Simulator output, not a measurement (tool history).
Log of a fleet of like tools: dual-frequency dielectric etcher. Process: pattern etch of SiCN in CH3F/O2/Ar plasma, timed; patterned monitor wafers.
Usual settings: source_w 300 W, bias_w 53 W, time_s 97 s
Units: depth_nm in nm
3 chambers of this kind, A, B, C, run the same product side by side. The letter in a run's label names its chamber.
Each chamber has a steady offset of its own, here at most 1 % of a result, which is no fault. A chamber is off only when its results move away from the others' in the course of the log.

| run | hour | source_w | bias_w | time_s | read-back reference wafer on the same gauge, depth_nm | depth_nm |
|---|---|---|---|---|---|---|
| 1A | 5.2 | 300 | 53 | 97 | 30.799 | 29.376 |
| 2B | 9 | 300 | 53 | 97 | 30.811 | 29.476 |
| 3C | 13.8 | 300 | 53 | 97 | 30.808 | 29.358 |
| 4B | 19.3 | 300 | 53 | 97 | 30.809 | 29.448 |
| 5C | 23.8 | 300 | 53 | 97 | 30.809 | 29.316 |
| 6A | 27.5 | 300 | 53 | 97 | 30.789 | 29.369 |
| 7B | 31.6 | 300 | 53 | 97 | 30.782 | 29.385 |
| 8C | 38.9 | 300 | 53 | 97 | 30.827 | 29.228 |
|  | 39.3 | chamber B: wet clean of the chamber |
| 9A | 42.1 | 360 | 53 | 97 | 30.795 | 31.542 |
| 10A | 46.1 | 360 | 53 | 97 | 30.792 | 31.431 |
| 11B | 50.9 | 360 | 53 | 97 | 30.791 | 31.69 |
|  | 51.9 | chamber A: wet clean of the chamber |
| 12C | 55.7 | 300 | 53 | 97 | 30.782 | 29.249 |
| 13B | 59.9 | 300 | 53 | 97 | 30.818 | 29.388 |
| 14A | 66 | 300 | 53 | 97 | 30.791 | 28.015 |
| 15C | 72.3 | 300 | 53 | 97 | 30.811 | 29.222 |
| 16A | 75.8 | 300 | 53 | 97 | 30.808 | 28.169 |
| 17B | 82 | 300 | 53 | 97 | 30.818 | 29.314 |
| 18C | 87.9 | 330 | 53 | 97 | 30.795 | 30.273 |
|  | 92.2 | chamber C: wet clean of the chamber |
| 19C | 92.6 | 330 | 53 | 97 | 30.827 | 30.285 |
| 20B | 97.2 | 330 | 53 | 97 | 30.785 | 30.481 |
| 21A | 100.6 | 300 | 53 | 97 | 30.797 | 28.131 |
| 22B | 105 | 300 | 53 | 97 | 30.812 | 29.23 |
| 23A | 109.1 | 300 | 53 | 97 | 30.785 | 28.02 |
|  | 113.1 | chamber C: source power generator calibrated |
| 24C | 115.5 | 360 | 53 | 97 | 30.808 | 31.142 |
| 25B | 121.4 | 360 | 53 | 97 | 30.791 | 31.406 |
| 26C | 125 | 360 | 53 | 97 | 30.776 | 31.213 |
| 27A | 131.6 | 300 | 53 | 97 | 30.799 | 28.038 |

Is one chamber off against the others, does the gauge drift, or is nothing wrong? If a chamber is off, say which, and what the likeliest cause is.

A service left chamber A off against the others.
Cause: etch rate under this chamber's usual, % = 3.93.

Here are 4 candidates for chamber A's next run, each the usual settings with a change, their results left as question marks. Which one brings its results back in line with what the others give on the usual settings?
In line means no further than this from the other chambers' mean on the usual settings: depth_nm 0.42 nm
| 28A-1 | 136.8 | 300 | 53 | 96 |  | ? |
| 28A-2 | 136.8 | 280 | 51 | 97 |  | ? |
| 28A-3 | 136.8 | 300 | 59 | 97 |  | ? |
| 28A-4 | 136.8 | 300 | 53 | 98 |  | ? |

The other chambers' mean on the usual settings: depth_nm 29.282 nm
| run | depth_nm |
|---|---|
| 28A-1 | 27.892 |
| 28A-2 | 27.096 |
| 28A-3 | 29.245 |
| 28A-4 | 28.473 |
28A-3 brings the chamber back in line.
